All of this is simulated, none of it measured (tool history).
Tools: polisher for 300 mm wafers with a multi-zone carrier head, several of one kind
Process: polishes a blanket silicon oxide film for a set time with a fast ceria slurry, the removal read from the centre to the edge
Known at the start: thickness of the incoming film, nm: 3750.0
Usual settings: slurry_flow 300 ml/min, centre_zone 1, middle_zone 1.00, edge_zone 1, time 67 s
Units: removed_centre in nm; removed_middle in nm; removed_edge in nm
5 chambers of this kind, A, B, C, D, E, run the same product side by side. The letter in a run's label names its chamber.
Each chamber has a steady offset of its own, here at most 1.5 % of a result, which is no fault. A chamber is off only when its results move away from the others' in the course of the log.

run 1E hour=7.3 | slurry_flow=300 centre_zone=1 middle_zone=1.00 edge_zone=1 time=67 | removed_centre=734.80 removed_middle=724.88 removed_edge=744.98
run 2D hour=14.2 | slurry_flow=300 centre_zone=1 middle_zone=1.00 edge_zone=1 time=67 | removed_centre=736.48 removed_middle=742.43 removed_edge=732.94
-- hour=16.6 chamber E: centre zone pressure recalibrated
run 3B hour=20.8 | slurry_flow=300 centre_zone=1 middle_zone=1.00 edge_zone=1 time=67 | removed_centre=726.85 removed_middle=745.18 removed_edge=743.51
run 4A hour=28.3 | slurry_flow=300 centre_zone=1 middle_zone=1.00 edge_zone=1 time=67 | removed_centre=734.89 removed_middle=737.30 removed_edge=735.92
-- hour=30.2 chamber C: worn pad replaced by a new one
run 5C hour=37.0 | slurry_flow=300 centre_zone=1 middle_zone=1.00 edge_zone=1 time=67 | removed_centre=734.63 removed_middle=758.03 removed_edge=734.48
-- hour=43.3 chamber B: slurry nozzle cleaned
run 6C hour=45.3 | slurry_flow=300 centre_zone=1 middle_zone=1.00 edge_zone=1 time=67 | removed_centre=738.92 removed_middle=738.68 removed_edge=732.86
run 7D hour=49.6 | slurry_flow=300 centre_zone=1 middle_zone=1.00 edge_zone=1 time=52 | removed_centre=570.70 removed_middle=581.03 removed_edge=568.79
-- hour=51.7 chamber E: worn pad replaced by a new one
run 8E hour=55.0 | slurry_flow=300 centre_zone=1 middle_zone=1.00 edge_zone=1 time=52 | removed_centre=567.91 removed_middle=564.55 removed_edge=566.76
run 9A hour=63.1 | slurry_flow=300 centre_zone=1 middle_zone=1.00 edge_zone=1 time=52 | removed_centre=571.41 removed_middle=579.87 removed_edge=572.74
-- hour=63.2 chamber A: worn pad replaced by a new one
run 10B hour=71.3 | slurry_flow=300 centre_zone=1 middle_zone=1.00 edge_zone=1 time=52 | removed_centre=564.44 removed_middle=571.87 removed_edge=572.57
run 11D hour=79.3 | slurry_flow=300 centre_zone=1 middle_zone=1.00 edge_zone=1 time=52 | removed_centre=565.42 removed_middle=569.70 removed_edge=564.06
run 12C hour=85.7 | slurry_flow=300 centre_zone=1 middle_zone=1.00 edge_zone=1 time=67 | removed_centre=730.23 removed_middle=732.73 removed_edge=739.35
run 13E hour=92.1 | slurry_flow=300 centre_zone=1 middle_zone=1.00 edge_zone=1 time=67 | removed_centre=730.85 removed_middle=727.15 removed_edge=730.83
run 14A hour=99.4 | slurry_flow=300 centre_zone=1 middle_zone=1.00 edge_zone=1 time=67 | removed_centre=732.40 removed_middle=740.40 removed_edge=730.72
-- hour=99.9 chamber A: slurry nozzle cleaned
run 15B hour=104.1 | slurry_flow=300 centre_zone=1 middle_zone=1.00 edge_zone=1 time=67 | removed_centre=723.96 removed_middle=740.72 removed_edge=743.48
-- hour=105.4 chamber B: worn pad replaced by a new one
-- hour=106.8 chamber D: worn pad replaced by a new one
run 16B hour=112.3 | slurry_flow=300 centre_zone=1 middle_zone=1.09 edge_zone=1 time=67 | removed_centre=726.31 removed_middle=797.33 removed_edge=731.46
-- hour=115.6 chamber E: worn pad replaced by a new one
-- hour=116.2 chamber C: edge zone pressure recalibrated
run 17D hour=119.4 | slurry_flow=300 centre_zone=1 middle_zone=1.09 edge_zone=1 time=67 | removed_centre=733.76 removed_middle=784.64 removed_edge=728.96
run 18E hour=123.7 | slurry_flow=300 centre_zone=1 middle_zone=1.09 edge_zone=1 time=67 | removed_centre=718.20 removed_middle=810.90 removed_edge=727.43
-- hour=126.2 chamber A: worn pad replaced by a new one
run 19A hour=129.9 | slurry_flow=300 centre_zone=1 middle_zone=1.09 edge_zone=1 time=67 | removed_centre=740.66 removed_middle=785.78 removed_edge=732.70
run 20C hour=138.8 | slurry_flow=300 centre_zone=1 middle_zone=1.09 edge_zone=1 time=67 | removed_centre=733.95 removed_middle=785.47 removed_edge=731.28
-- hour=141.9 chamber C: centre zone pressure recalibrated
run 21B hour=144.5 | slurry_flow=300 centre_zone=1 middle_zone=1.00 edge_zone=1 time=67 | removed_centre=714.83 removed_middle=728.15 removed_edge=741.30
-- hour=146.0 chamber D: edge zone pressure recalibrated
run 22C hour=149.5 | slurry_flow=300 centre_zone=1 middle_zone=0.92 edge_zone=1 time=67 | removed_centre=735.73 removed_middle=677.17 removed_edge=733.93
-- hour=152.4 chamber B: centre zone pressure recalibrated
run 23A hour=158.7 | slurry_flow=300 centre_zone=1 middle_zone=0.92 edge_zone=1 time=67 | removed_centre=727.43 removed_middle=680.58 removed_edge=739.07
run 24E hour=163.3 | slurry_flow=300 centre_zone=1 middle_zone=0.92 edge_zone=1 time=67 | removed_centre=718.11 removed_middle=662.40 removed_edge=734.05
run 25D hour=168.7 | slurry_flow=300 centre_zone=1 middle_zone=0.92 edge_zone=1 time=67 | removed_centre=728.72 removed_middle=668.69 removed_edge=731.54
-- hour=174.9 chamber C: slurry nozzle cleaned
run 26C hour=177.2 | slurry_flow=300 centre_zone=1 middle_zone=0.92 edge_zone=1 time=67 | removed_centre=725.56 removed_middle=693.28 removed_edge=742.48
-- hour=178.6 chamber E: worn pad replaced by a new one
run 27E hour=185.2 | slurry_flow=300 centre_zone=1 middle_zone=1.00 edge_zone=1 time=67 | removed_centre=729.04 removed_middle=727.38 removed_edge=737.96
run 28A hour=191.7 | slurry_flow=300 centre_zone=1 middle_zone=1.00 edge_zone=1 time=67 | removed_centre=733.46 removed_middle=741.94 removed_edge=720.24
-- hour=193.3 chamber C: worn pad replaced by a new one
run 29B hour=197.3 | slurry_flow=300 centre_zone=1 middle_zone=1.11 edge_zone=1 time=67 | removed_centre=671.23 removed_middle=813.20 removed_edge=736.96
-- hour=201.3 chamber A: worn pad replaced by a new one
run 30D hour=204.7 | slurry_flow=300 centre_zone=1 middle_zone=1.11 edge_zone=1 time=67 | removed_centre=734.00 removed_middle=809.19 removed_edge=724.06
run 31D hour=211.8 | slurry_flow=300 centre_zone=1 middle_zone=1.11 edge_zone=1 time=67 | removed_centre=737.05 removed_middle=819.01 removed_edge=729.43
run 32A hour=216.1 | slurry_flow=300 centre_zone=1 middle_zone=1.11 edge_zone=1 time=67 | removed_centre=736.19 removed_middle=814.99 removed_edge=714.73
run 33E hour=221.6 | slurry_flow=300 centre_zone=1 middle_zone=1.11 edge_zone=1 time=67 | removed_centre=730.03 removed_middle=799.49 removed_edge=733.12
run 34B hour=225.9 | slurry_flow=300 centre_zone=1 middle_zone=1.00 edge_zone=1 time=67 | removed_centre=673.00 removed_middle=727.15 removed_edge=741.04
-- hour=230.6 chamber B: worn pad replaced by a new one
run 35C hour=231.1 | slurry_flow=300 centre_zone=1 middle_zone=1.00 edge_zone=1 time=67 | removed_centre=740.00 removed_middle=728.26 removed_edge=735.05
run 36B hour=238.9 | slurry_flow=300 centre_zone=1 middle_zone=1.00 edge_zone=1 time=67 | removed_centre=673.04 removed_middle=728.96 removed_edge=731.63
run 37A hour=247.2 | slurry_flow=300 centre_zone=1 middle_zone=1.00 edge_zone=1 time=67 | removed_centre=742.76 removed_middle=756.80 removed_edge=725.81

All 5 chambers run these settings next. Forecast each chamber's results:
run 38A hour=254.0 | slurry_flow=300 centre_zone=1 middle_zone=1.09 edge_zone=1 time=67 | removed_centre=? removed_middle=? removed_edge=?
run 38B hour=254.0 | slurry_flow=300 centre_zone=1 middle_zone=1.09 edge_zone=1 time=67 | removed_centre=? removed_middle=? removed_edge=?
run 38C hour=254.0 | slurry_flow=300 centre_zone=1 middle_zone=1.09 edge_zone=1 time=67 | removed_centre=? removed_middle=? removed_edge=?
run 38D hour=254.0 | slurry_flow=300 centre_zone=1 middle_zone=1.09 edge_zone=1 time=67 | removed_centre=? removed_middle=? removed_edge=?
run 38E hour=254.0 | slurry_flow=300 centre_zone=1 middle_zone=1.09 edge_zone=1 time=67 | removed_centre=? removed_middle=? removed_edge=?

run=38A removed_centre=741.28 removed_middle=800.76 removed_edge=736.88
run=38B removed_centre=677.57 removed_middle=796.42 removed_edge=742.80
run=38C removed_centre=737.51 removed_middle=795.31 removed_edge=739.88
run=38D removed_centre=725.88 removed_middle=808.80 removed_edge=724.65
run=38E removed_centre=723.79 removed_middle=789.11 removed_edge=738.07
